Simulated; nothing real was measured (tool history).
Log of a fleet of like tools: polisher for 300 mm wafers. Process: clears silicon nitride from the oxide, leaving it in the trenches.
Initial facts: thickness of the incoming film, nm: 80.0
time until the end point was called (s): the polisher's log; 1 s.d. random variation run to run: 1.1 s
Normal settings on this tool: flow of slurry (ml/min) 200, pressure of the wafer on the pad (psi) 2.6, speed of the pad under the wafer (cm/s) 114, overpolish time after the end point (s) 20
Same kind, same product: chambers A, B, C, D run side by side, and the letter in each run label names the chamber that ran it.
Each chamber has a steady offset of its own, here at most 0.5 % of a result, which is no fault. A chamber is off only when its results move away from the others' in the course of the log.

run,hour,flow of slurry (ml/min),pressure of the wafer on the pad (psi),speed of the pad under the wafer (cm/s),overpolish time after the end point (s),wafers polished on this pad,hours since the slurry nozzle was cleaned,hours since the head pressure was calibrated,time until the end point was called (s)
1A,3.6,200,2.6,114,20,278,162.0,161.0,77.440
2D,5.5,200,2.6,114,20,1081,588.2,243.1,76.693
# hour 6.0: chamber B: worn pad replaced by a new one
# hour 6.5: chamber D: worn pad replaced by a new one
3C,9.2,200,2.6,114,20,538,74.0,1134.3,76.104
# hour 11.1: chamber B: slurry nozzle cleaned
4B,13.6,200,2.6,114,20,77,2.6,48.3,76.050
5C,16.2,200,2.6,114,20,608,81.0,1141.3,74.102
6A,20.3,200,3.0,114,16,446,178.7,177.7,64.518
7B,23.3,200,3.0,114,16,174,12.3,58.0,66.385
8D,26.5,200,3.0,114,16,201,609.2,264.1,65.036
9D,29.3,200,3.0,114,16,229,612.0,266.9,66.415
10B,33.2,200,2.6,114,20,274,22.2,67.9,75.609
11A,35.3,200,2.6,114,20,596,193.7,192.7,75.273
12C,37.8,200,2.6,114,20,825,102.6,1162.9,76.447
13B,41.3,200,2.6,114,20,355,30.3,76.0,77.241
14A,44.1,200,2.6,90,20,685,202.5,201.5,98.070
15C,48.2,200,2.6,90,20,930,113.0,1173.3,96.606
16D,51.4,200,2.6,90,20,451,634.1,289.0,95.088
17A,53.8,200,2.6,90,20,782,212.2,211.2,96.135
# hour 57.3: chamber A: worn pad replaced by a new one
18B,57.6,200,2.6,114,20,519,46.6,92.3,75.097
19C,61.2,200,2.6,114,31,1060,126.0,1186.3,75.934
20D,63.6,200,2.6,114,31,574,646.3,301.2,75.381
21D,65.7,200,2.6,114,31,595,648.4,303.3,77.671
22B,69.3,200,2.6,114,31,636,58.3,104.0,75.745
# hour 72.4: chamber B: worn pad replaced by a new one
23C,73.1,200,2.6,114,20,1180,137.9,1198.2,75.681
24A,77.3,200,2.6,114,20,201,235.7,234.7,74.843
25D,80.3,200,2.6,114,20,742,663.0,317.9,76.829
26A,82.3,200,2.6,114,20,251,240.7,239.7,75.622
27C,84.8,150,2.6,114,31,1297,149.6,1209.9,78.700
# hour 87.8: chamber D: slurry nozzle cleaned
28B,87.8,150,2.6,114,31,154,76.8,122.5,81.777
29A,91.5,150,2.6,114,31,343,249.9,248.9,80.160
30D,94.5,150,2.6,114,31,884,6.8,332.1,78.342
# hour 96.5: chamber C: worn pad replaced by a new one
31C,98.2,200,2.6,114,20,17,163.0,1223.3,77.605
32B,102.3,200,2.6,114,20,300,91.3,137.0,77.334
33A,105.3,200,2.6,114,20,482,263.7,262.7,78.182

All 4 chambers run these settings next. Forecast each chamber's results:
34A,108.4,200,2.6,114,20,,,,?
34B,108.4,200,2.6,114,20,,,,?
34C,108.4,200,2.6,114,20,,,,?
34D,108.4,200,2.6,114,20,,,,?

run,time until the end point was called (s)
34A,76.941
34B,74.601
34C,77.230
34D,76.784
